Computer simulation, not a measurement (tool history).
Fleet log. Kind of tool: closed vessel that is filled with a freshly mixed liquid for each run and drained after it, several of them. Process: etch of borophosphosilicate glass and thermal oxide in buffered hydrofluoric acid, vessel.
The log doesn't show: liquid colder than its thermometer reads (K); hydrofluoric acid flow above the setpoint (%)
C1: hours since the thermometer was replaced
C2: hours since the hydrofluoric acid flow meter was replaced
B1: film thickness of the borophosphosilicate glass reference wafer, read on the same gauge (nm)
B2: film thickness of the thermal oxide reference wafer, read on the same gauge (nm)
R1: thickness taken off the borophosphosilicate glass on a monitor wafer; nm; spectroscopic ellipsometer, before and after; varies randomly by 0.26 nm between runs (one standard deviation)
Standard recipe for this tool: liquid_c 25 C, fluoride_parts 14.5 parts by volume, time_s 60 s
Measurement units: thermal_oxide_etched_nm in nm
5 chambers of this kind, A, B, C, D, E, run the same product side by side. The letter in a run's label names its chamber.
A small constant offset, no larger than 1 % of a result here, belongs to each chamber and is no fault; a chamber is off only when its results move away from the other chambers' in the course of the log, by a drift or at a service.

{"run": "1A", "hour": 4.9, "liquid_c": 25, "fluoride_parts": 14.5, "time_s": 60, "C1": 1520.6, "C2": 508.3, "B1": 149.97, "B2": 30.025, "R1": 73.508, "thermal_oxide_etched_nm": 49.498}
{"run": "2D", "hour": 10.9, "liquid_c": 25, "fluoride_parts": 14.5, "time_s": 60, "C1": 942.8, "C2": 327, "B1": 150, "B2": 29.97, "R1": 73.834, "thermal_oxide_etched_nm": 49.191}
{"run": "3B", "hour": 16.9, "liquid_c": 25, "fluoride_parts": 14.5, "time_s": 60, "C1": 326.7, "C2": 306.2, "B1": 150.02, "B2": 30.032, "R1": 73.516, "thermal_oxide_etched_nm": 48.628}
{"run": "4C", "hour": 22.5, "liquid_c": 25, "fluoride_parts": 14.5, "time_s": 60, "C1": 222, "C2": 468.5, "B1": 150.01, "B2": 30.022, "R1": 74.273, "thermal_oxide_etched_nm": 49.758}
{"run": "5E", "hour": 26.1, "liquid_c": 25, "fluoride_parts": 14.5, "time_s": 60, "C1": 232.4, "C2": 1198.5, "B1": 150.03, "B2": 30.004, "R1": 73.67, "thermal_oxide_etched_nm": 49.504}
{"run": "6D", "hour": 31.8, "liquid_c": 25, "fluoride_parts": 14.5, "time_s": 60, "C1": 963.7, "C2": 347.9, "B1": 150, "B2": 29.997, "R1": 73.967, "thermal_oxide_etched_nm": 49.146}
{"run": "7A", "hour": 37.4, "liquid_c": 25, "fluoride_parts": 14.5, "time_s": 60, "C1": 1553.1, "C2": 540.8, "B1": 150.01, "B2": 29.991, "R1": 72.867, "thermal_oxide_etched_nm": 48.71}
{"run": "8B", "hour": 42.8, "liquid_c": 25, "fluoride_parts": 14.5, "time_s": 60, "C1": 352.6, "C2": 332.1, "B1": 149.98, "B2": 30.03, "R1": 73.374, "thermal_oxide_etched_nm": 49.32}
{"run": "9C", "hour": 48.5, "liquid_c": 25, "fluoride_parts": 14.5, "time_s": 60, "C1": 248, "C2": 494.5, "B1": 149.99, "B2": 29.965, "R1": 73.762, "thermal_oxide_etched_nm": 49.892}
{"run": "10E", "hour": 52.8, "liquid_c": 25, "fluoride_parts": 14.5, "time_s": 60, "C1": 259.1, "C2": 1225.2, "B1": 150.01, "B2": 29.993, "R1": 73.711, "thermal_oxide_etched_nm": 49.28}
{"run": "11C", "hour": 55.7, "liquid_c": 25, "fluoride_parts": 14.5, "time_s": 60, "C1": 255.2, "C2": 501.7, "B1": 149.98, "B2": 30.031, "R1": 73.633, "thermal_oxide_etched_nm": 50.026}
{"run": "12A", "hour": 58.6, "liquid_c": 25, "fluoride_parts": 14.5, "time_s": 60, "C1": 1574.3, "C2": 562, "B1": 149.99, "B2": 29.999, "R1": 72.791, "thermal_oxide_etched_nm": 49.178}
{"run": "13E", "hour": 61.7, "liquid_c": 25, "fluoride_parts": 14.5, "time_s": 60, "C1": 268, "C2": 1234.1, "B1": 150.01, "B2": 29.999, "R1": 73.779, "thermal_oxide_etched_nm": 49.415}
{"run": "14D", "hour": 67.1, "liquid_c": 22, "fluoride_parts": 14.5, "time_s": 60, "C1": 999, "C2": 383.2, "B1": 149.97, "B2": 30.028, "R1": 62.759, "thermal_oxide_etched_nm": 42.097}
{"run": "15B", "hour": 70.9, "liquid_c": 22, "fluoride_parts": 14.5, "time_s": 60, "C1": 380.7, "C2": 360.2, "B1": 149.99, "B2": 30.027, "R1": 62.476, "thermal_oxide_etched_nm": 41.349}
{"run": "16E", "hour": 75.0, "liquid_c": 22, "fluoride_parts": 14.5, "time_s": 60, "C1": 281.3, "C2": 1247.4, "B1": 150, "B2": 29.978, "R1": 62.294, "thermal_oxide_etched_nm": 41.426}
{"run": "17D", "hour": 80.7, "liquid_c": 22, "fluoride_parts": 14.5, "time_s": 60, "C1": 1012.6, "C2": 396.8, "B1": 150, "B2": 29.971, "R1": 62.131, "thermal_oxide_etched_nm": 42.064}
{"run": "18B", "hour": 84.2, "liquid_c": 22, "fluoride_parts": 14.5, "time_s": 60, "C1": 394, "C2": 373.5, "B1": 150, "B2": 29.966, "R1": 62.61, "thermal_oxide_etched_nm": 41.238}
{"run": "19A", "hour": 89.5, "liquid_c": 25, "fluoride_parts": 14.5, "time_s": 60, "C1": 1605.2, "C2": 592.9, "B1": 150, "B2": 30.003, "R1": 72.926, "thermal_oxide_etched_nm": 49.599}
{"run": "20C", "hour": 93.9, "liquid_c": 25, "fluoride_parts": 14.5, "time_s": 60, "C1": 293.4, "C2": 539.9, "B1": 149.98, "B2": 30.024, "R1": 74.041, "thermal_oxide_etched_nm": 50.345}
{"run": "21D", "hour": 99.8, "liquid_c": 25, "fluoride_parts": 14.5, "time_s": 60, "C1": 1031.7, "C2": 415.9, "B1": 150, "B2": 30, "R1": 73.972, "thermal_oxide_etched_nm": 50.102}
{"run": "22B", "hour": 103.3, "liquid_c": 25, "fluoride_parts": 14.5, "time_s": 60, "C1": 413.1, "C2": 392.6, "B1": 149.99, "B2": 30.004, "R1": 73.586, "thermal_oxide_etched_nm": 48.945}
{"run": "23C", "hour": 106.0, "liquid_c": 25, "fluoride_parts": 14.5, "time_s": 60, "C1": 305.5, "C2": 552, "B1": 149.99, "B2": 30.055, "R1": 74.289, "thermal_oxide_etched_nm": 49.724}
{"run": "24E", "hour": 112.0, "liquid_c": 25, "fluoride_parts": 14.5, "time_s": 40, "C1": 318.3, "C2": 1284.4, "B1": 149.99, "B2": 29.968, "R1": 49.103, "thermal_oxide_etched_nm": 32.648}
{"run": "25A", "hour": 115.6, "liquid_c": 25, "fluoride_parts": 14.5, "time_s": 40, "C1": 1631.3, "C2": 619, "B1": 150.01, "B2": 30.062, "R1": 48.762, "thermal_oxide_etched_nm": 32.902}
{"run": "26A", "hour": 119.7, "liquid_c": 25, "fluoride_parts": 14.5, "time_s": 40, "C1": 1635.4, "C2": 623.1, "B1": 150.01, "B2": 29.999, "R1": 48.578, "thermal_oxide_etched_nm": 32.459}
{"run": "27B", "hour": 122.6, "liquid_c": 25, "fluoride_parts": 14.5, "time_s": 40, "C1": 432.4, "C2": 411.9, "B1": 150, "B2": 30.013, "R1": 49.017, "thermal_oxide_etched_nm": 32.407}
{"run": "28D", "hour": 127.3, "liquid_c": 25, "fluoride_parts": 14.5, "time_s": 40, "C1": 1059.2, "C2": 443.4, "B1": 150.02, "B2": 29.979, "R1": 49.333, "thermal_oxide_etched_nm": 33.303}
{"run": "29C", "hour": 133.6, "liquid_c": 25, "fluoride_parts": 20, "time_s": 60, "C1": 333.1, "C2": 579.6, "B1": 149.99, "B2": 30.013, "R1": 53.729, "thermal_oxide_etched_nm": 36.308}
{"run": "30E", "hour": 136.6, "liquid_c": 25, "fluoride_parts": 20, "time_s": 60, "C1": 342.9, "C2": 1309, "B1": 150, "B2": 30.058, "R1": 53.112, "thermal_oxide_etched_nm": 35.777}
{"run": "31C", "hour": 142.8, "liquid_c": 25, "fluoride_parts": 20, "time_s": 60, "C1": 342.3, "C2": 588.8, "B1": 150.01, "B2": 30.012, "R1": 53.696, "thermal_oxide_etched_nm": 36.104}
{"run": "32A", "hour": 148.1, "liquid_c": 25, "fluoride_parts": 20, "time_s": 60, "C1": 1663.8, "C2": 651.5, "B1": 150.01, "B2": 29.972, "R1": 53.328, "thermal_oxide_etched_nm": 35.908}
{"run": "33B", "hour": 151.4, "liquid_c": 25, "fluoride_parts": 20, "time_s": 60, "C1": 461.2, "C2": 440.7, "B1": 149.99, "B2": 29.982, "R1": 53.776, "thermal_oxide_etched_nm": 35.781}
{"run": "34D", "hour": 157.5, "liquid_c": 25, "fluoride_parts": 14.5, "time_s": 60, "C1": 1089.4, "C2": 473.6, "B1": 150, "B2": 30.003, "R1": 73.806, "thermal_oxide_etched_nm": 49.589}
{"run": "35E", "hour": 162.0, "liquid_c": 25, "fluoride_parts": 14.5, "time_s": 60, "C1": 368.3, "C2": 1334.4, "B1": 150, "B2": 30.024, "R1": 73.6, "thermal_oxide_etched_nm": 48.732}
{"run": "36C", "hour": 165.0, "liquid_c": 25, "fluoride_parts": 14.5, "time_s": 60, "C1": 364.5, "C2": 611, "B1": 150, "B2": 30, "R1": 74.57, "thermal_oxide_etched_nm": 49.629}
{"run": "37E", "hour": 170.8, "liquid_c": 25, "fluoride_parts": 14.5, "time_s": 60, "C1": 377.1, "C2": 1343.2, "B1": 149.99, "B2": 29.998, "R1": 73.759, "thermal_oxide_etched_nm": 49.151}
{"run": "38D", "hour": 174.5, "liquid_c": 25, "fluoride_parts": 14.5, "time_s": 60, "C1": 1106.4, "C2": 490.6, "B1": 150, "B2": 29.985, "R1": 73.957, "thermal_oxide_etched_nm": 49.561}
{"run": "39A", "hour": 179.9, "liquid_c": 25, "fluoride_parts": 14.5, "time_s": 60, "C1": 1695.6, "C2": 683.3, "B1": 149.99, "B2": 30.024, "R1": 73.475, "thermal_oxide_etched_nm": 49.618}
{"run": "40B", "hour": 184.8, "liquid_c": 25, "fluoride_parts": 14.5, "time_s": 60, "C1": 494.6, "C2": 474.1, "B1": 150.01, "B2": 29.98, "R1": 73.208, "thermal_oxide_etched_nm": 49.228}
{"run": "41B", "hour": 187.7, "liquid_c": 25, "fluoride_parts": 14.5, "time_s": 60, "C1": 497.5, "C2": 477, "B1": 150, "B2": 29.997, "R1": 74.046, "thermal_oxide_etched_nm": 48.621}
{"run": "42E", "hour": 193.4, "liquid_c": 25, "fluoride_parts": 14.5, "time_s": 60, "C1": 399.7, "C2": 1365.8, "B1": 150.02, "B2": 29.984, "R1": 73.844, "thermal_oxide_etched_nm": 48.909}
{"run": "43A", "hour": 197.7, "liquid_c": 25, "fluoride_parts": 14.5, "time_s": 60, "C1": 1713.4, "C2": 701.1, "B1": 150, "B2": 30.007, "R1": 73, "thermal_oxide_etched_nm": 48.651}
{"run": "44D", "hour": 201.8, "liquid_c": 25, "fluoride_parts": 14.5, "time_s": 60, "C1": 1133.7, "C2": 517.9, "B1": 150.03, "B2": 30.004, "R1": 73.987, "thermal_oxide_etched_nm": 50.076}

Is one chamber off against the others, does the gauge drift, or is nothing wrong? If a chamber is off, say which, and what the likeliest cause is.

The fleet is healthy, with each chamber sitting at its usual small offset and no drift in the gauge.
